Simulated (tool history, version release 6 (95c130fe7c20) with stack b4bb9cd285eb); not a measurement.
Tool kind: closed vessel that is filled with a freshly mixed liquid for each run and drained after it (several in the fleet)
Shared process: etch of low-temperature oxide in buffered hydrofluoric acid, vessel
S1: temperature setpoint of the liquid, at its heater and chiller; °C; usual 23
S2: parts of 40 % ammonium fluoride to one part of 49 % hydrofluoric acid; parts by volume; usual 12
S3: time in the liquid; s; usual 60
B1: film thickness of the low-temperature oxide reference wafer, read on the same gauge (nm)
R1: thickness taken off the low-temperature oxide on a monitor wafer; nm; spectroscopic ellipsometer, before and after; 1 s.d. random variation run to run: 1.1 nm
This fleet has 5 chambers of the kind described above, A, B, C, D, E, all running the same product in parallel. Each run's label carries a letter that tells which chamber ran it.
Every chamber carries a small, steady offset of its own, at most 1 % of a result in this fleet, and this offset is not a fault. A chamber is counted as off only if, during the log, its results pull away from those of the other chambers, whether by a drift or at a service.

Run 1A, hour 3.2: usual settings; B1 89.979. Result: R1 133.780 nm.
Run 2D, hour 7.5: usual settings; B1 89.988. Result: R1 133.590 nm.
Run 3E, hour 12.1: usual settings; B1 90.011. Result: R1 132.180 nm.
Run 4B, hour 18.8: usual settings; B1 90.000. Result: R1 134.450 nm.
Run 5C, hour 24.0: usual settings; B1 89.995. Result: R1 134.750 nm.
Run 6A, hour 30.2: usual settings but S1 25 °C; B1 90.010. Result: R1 150.020 nm.
Run 7E, hour 36.0: usual settings but S1 25 °C; B1 90.016. Result: R1 151.640 nm.
Run 8D, hour 41.9: usual settings but S1 25 °C; B1 89.973. Result: R1 150.650 nm.
Run 9C, hour 44.9: usual settings but S1 25 °C; B1 89.994. Result: R1 149.300 nm.
Run 10B, hour 50.7: usual settings but S1 25 °C; B1 89.994. Result: R1 149.780 nm.
Run 11B, hour 56.3: usual settings; B1 89.969. Result: R1 135.480 nm.
Run 12A, hour 62.1: usual settings; B1 90.015. Result: R1 133.850 nm.
Run 13E, hour 65.1: usual settings; B1 89.985. Result: R1 132.130 nm.
Run 14C, hour 69.1: usual settings; B1 90.022. Result: R1 135.820 nm.
At hour 73.1: chamber C: hydrofluoric acid flow meter replaced.
Run 15D, hour 73.1: usual settings; B1 89.997. Result: R1 136.670 nm.
Run 16B, hour 77.9: usual settings; B1 90.009. Result: R1 132.240 nm.
Run 17C, hour 81.6: usual settings; B1 90.011. Result: R1 134.840 nm.
Run 18D, hour 87.1: usual settings; B1 90.015. Result: R1 139.800 nm.
Run 19E, hour 90.0: usual settings but S2 15 parts by volume, S3 35 s; B1 89.957. Result: R1 61.896 nm.
Run 20A, hour 95.3: usual settings but S2 15 parts by volume, S3 35 s; B1 90.014. Result: R1 62.751 nm.
Run 21A, hour 99.7: usual settings but S2 15 parts by volume, S3 35 s; B1 89.992. Result: R1 62.139 nm.
Run 22C, hour 104.7: usual settings but S2 15 parts by volume, S3 35 s; B1 90.036. Result: R1 61.663 nm.
Run 23B, hour 111.1: usual settings but S2 15 parts by volume, S3 35 s; B1 90.024. Result: R1 62.634 nm.
Run 24E, hour 115.7: usual settings; B1 89.984. Result: R1 132.080 nm.
Run 25D, hour 119.6: usual settings; B1 90.005. Result: R1 140.960 nm.
Run 26A, hour 125.8: usual settings; B1 89.992. Result: R1 134.750 nm.
Run 27E, hour 129.3: usual settings; B1 90.020. Result: R1 132.940 nm.
Run 28C, hour 133.4: usual settings; B1 90.013. Result: R1 134.080 nm.
Run 29B, hour 136.6: usual settings but S1 20 °C, S3 40 s; B1 90.041. Result: R1 75.773 nm.
At hour 138.6: chamber C: thermometer replaced.
Run 30D, hour 139.6: usual settings but S1 20 °C, S3 40 s; B1 90.016. Result: R1 81.218 nm.
Run 31C, hour 145.2: usual settings but S1 20 °C, S3 40 s; B1 90.006. Result: R1 75.137 nm.
Run 32D, hour 149.8: usual settings but S1 20 °C, S3 40 s; B1 89.997. Result: R1 81.486 nm.
Run 33E, hour 153.5: usual settings but S1 20 °C, S3 40 s; B1 89.988. Result: R1 75.719 nm.
Run 34A, hour 157.2: usual settings but S3 80 s; B1 90.017. Result: R1 179.660 nm.

Has any chamber moved away from the others, gradually or after a service, or does the common gauge drift, or do the chambers differ only by their own small steady offsets? State the chamber and the most likely cause if one applies.

One chamber, D, drifts off from the rest bit by bit.
Most likely cause: liquid hotter than its thermometer reads (K) = 1.47.
It could be hard to tell apart here from: hydrofluoric acid flow above the setpoint (%).

Here are 4 candidates for chamber D's next run, each the usual settings with a change, their results left as question marks. Which one brings its results back in line with what the others give on the usual settings?
In-line tolerance around the mean of the other chambers on the usual settings: R1 4.000 nm
Run 35D-1, hour 162.1: usual settings but S1 23.5 °C, S2 11.5 parts by volume. Result: R1 ?.
Run 35D-2, hour 162.1: usual settings but S1 23.5 °C. Result: R1 ?.
Run 35D-3, hour 162.1: usual settings but S1 22.5 °C. Result: R1 ?.
Run 35D-4, hour 162.1: usual settings but S2 13.0 parts by volume. Result: R1 ?.

On the usual settings, the other chambers give on average: R1 133.730 nm
  run       R1
35D-1  154.310
35D-2  148.030
35D-3  140.190
35D-4  133.190
35D-4 is the one that brings the chamber's results back in line with the other chambers.

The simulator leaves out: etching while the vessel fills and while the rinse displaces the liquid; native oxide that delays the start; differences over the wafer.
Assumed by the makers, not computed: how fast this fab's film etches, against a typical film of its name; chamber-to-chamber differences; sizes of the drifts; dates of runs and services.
